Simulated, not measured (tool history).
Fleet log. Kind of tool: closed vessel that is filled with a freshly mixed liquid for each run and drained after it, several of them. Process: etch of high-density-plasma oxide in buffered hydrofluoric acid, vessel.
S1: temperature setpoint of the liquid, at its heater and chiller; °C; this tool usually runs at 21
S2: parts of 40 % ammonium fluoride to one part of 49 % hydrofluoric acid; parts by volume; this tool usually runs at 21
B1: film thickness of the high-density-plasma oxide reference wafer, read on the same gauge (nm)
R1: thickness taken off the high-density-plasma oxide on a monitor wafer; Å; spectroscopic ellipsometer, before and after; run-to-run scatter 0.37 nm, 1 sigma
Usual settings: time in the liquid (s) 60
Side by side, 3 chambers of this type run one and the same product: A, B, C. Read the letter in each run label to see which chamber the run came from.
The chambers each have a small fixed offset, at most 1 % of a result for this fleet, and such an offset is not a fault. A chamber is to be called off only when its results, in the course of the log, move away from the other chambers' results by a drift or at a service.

Run 1C, hour 5.5: usual settings; B1 100.03. Result: R1 460.6 Å.
Run 2A, hour 10.7: usual settings; B1 100. Result: R1 457.95 Å.
Run 3B, hour 18.1: usual settings; B1 100.03. Result: R1 458.63 Å.
Run 4B, hour 25.2: usual settings; B1 100.02. Result: R1 458.73 Å.
Run 5C, hour 31.3: usual settings; B1 100.02. Result: R1 456.64 Å.
Run 6A, hour 39.3: usual settings; B1 100. Result: R1 455.59 Å.
Run 7B, hour 48.4: usual settings; B1 100.03. Result: R1 454.68 Å.
Run 8C, hour 56.1: usual settings; B1 100.04. Result: R1 461.72 Å.
Run 9A, hour 63.7: usual settings; B1 99.987. Result: R1 457.87 Å.
Run 10B, hour 71.6: usual settings; B1 100.01. Result: R1 455.91 Å.
Run 11A, hour 81.5: usual settings but time in the liquid (s) 45; B1 100. Result: R1 343.71 Å.
Run 12C, hour 86.5: usual settings but time in the liquid (s) 45; B1 100.01. Result: R1 347.91 Å.
Run 13A, hour 97: usual settings but time in the liquid (s) 45; B1 100.01. Result: R1 342.72 Å.
Run 14B, hour 102.9: usual settings; B1 100.02. Result: R1 465.71 Å.
Run 15C, hour 108.7: usual settings; B1 99.999. Result: R1 458.56 Å.
Run 16C, hour 117.3: usual settings; B1 100. Result: R1 458.66 Å.
Run 17B, hour 127.4: usual settings; B1 99.978. Result: R1 461.6 Å.
Run 18A, hour 138.1: usual settings; B1 100. Result: R1 458.4 Å.
Run 19C, hour 147.7: usual settings; B1 100. Result: R1 455.66 Å.
Run 20A, hour 158.7: usual settings; B1 99.989. Result: R1 453.33 Å.
Run 21B, hour 169.3: usual settings; B1 100.01. Result: R1 474.19 Å.
Run 22C, hour 178.1: usual settings but time in the liquid (s) 80; B1 100.01. Result: R1 611.32 Å.
Run 23A, hour 183.8: usual settings but time in the liquid (s) 80; B1 100.01. Result: R1 607.72 Å.
Run 24B, hour 193.9: usual settings but time in the liquid (s) 80; B1 100.03. Result: R1 634.77 Å.
Run 25A, hour 200.8: usual settings; B1 100. Result: R1 462.09 Å.
Run 26B, hour 208.1: usual settings but S1 23.5 °C, S2 14.5 parts by volume; B1 100. Result: R1 778.79 Å.
Run 27C, hour 217.5: usual settings but S1 23.5 °C, S2 14.5 parts by volume; B1 99.992. Result: R1 755.41 Å.
Run 28B, hour 228.5: usual settings but S1 23.5 °C, S2 14.5 parts by volume; B1 100.02. Result: R1 779.23 Å.
Run 29A, hour 234.4: usual settings; B1 100.01. Result: R1 460.92 Å.
Run 30C, hour 243: usual settings; B1 99.996. Result: R1 464.46 Å.
Run 31A, hour 251.8: usual settings; B1 99.992. Result: R1 455.82 Å.
Run 32B, hour 261.2: usual settings but S1 23.5 °C; B1 99.985. Result: R1 567.05 Å.
Run 33C, hour 267.5: usual settings but S1 23.5 °C; B1 99.983. Result: R1 530.93 Å.
Run 34B, hour 278.4: usual settings but S1 23.5 °C; B1 100.04. Result: R1 558.49 Å.
Run 35A, hour 286.8: usual settings; B1 99.98. Result: R1 455.76 Å.
Run 36C, hour 296.3: usual settings; B1 100.01. Result: R1 460.4 Å.
Run 37C, hour 306.2: usual settings; B1 99.974. Result: R1 458.3 Å.
Run 38B, hour 312.2: usual settings but S1 19.5 °C; B1 100.02. Result: R1 465.32 Å.
Run 39A, hour 323.5: usual settings but S1 19.5 °C; B1 99.99. Result: R1 426.14 Å.
Run 40A, hour 333.7: usual settings but S1 19.5 °C; B1 100.01. Result: R1 421.85 Å.
Run 41C, hour 345.1: usual settings; B1 99.986. Result: R1 460.48 Å.

The same settings go to every chamber for the next run, one line per chamber below. Forecast the results for each:
Run 42A, hour 353.5: usual settings but time in the liquid (s) 50. Result: R1 ?.
Run 42B, hour 353.5: usual settings but time in the liquid (s) 50. Result: R1 ?.
Run 42C, hour 353.5: usual settings but time in the liquid (s) 50. Result: R1 ?.

run      R1
42A  376.56
42B  426.88
42C  381.31
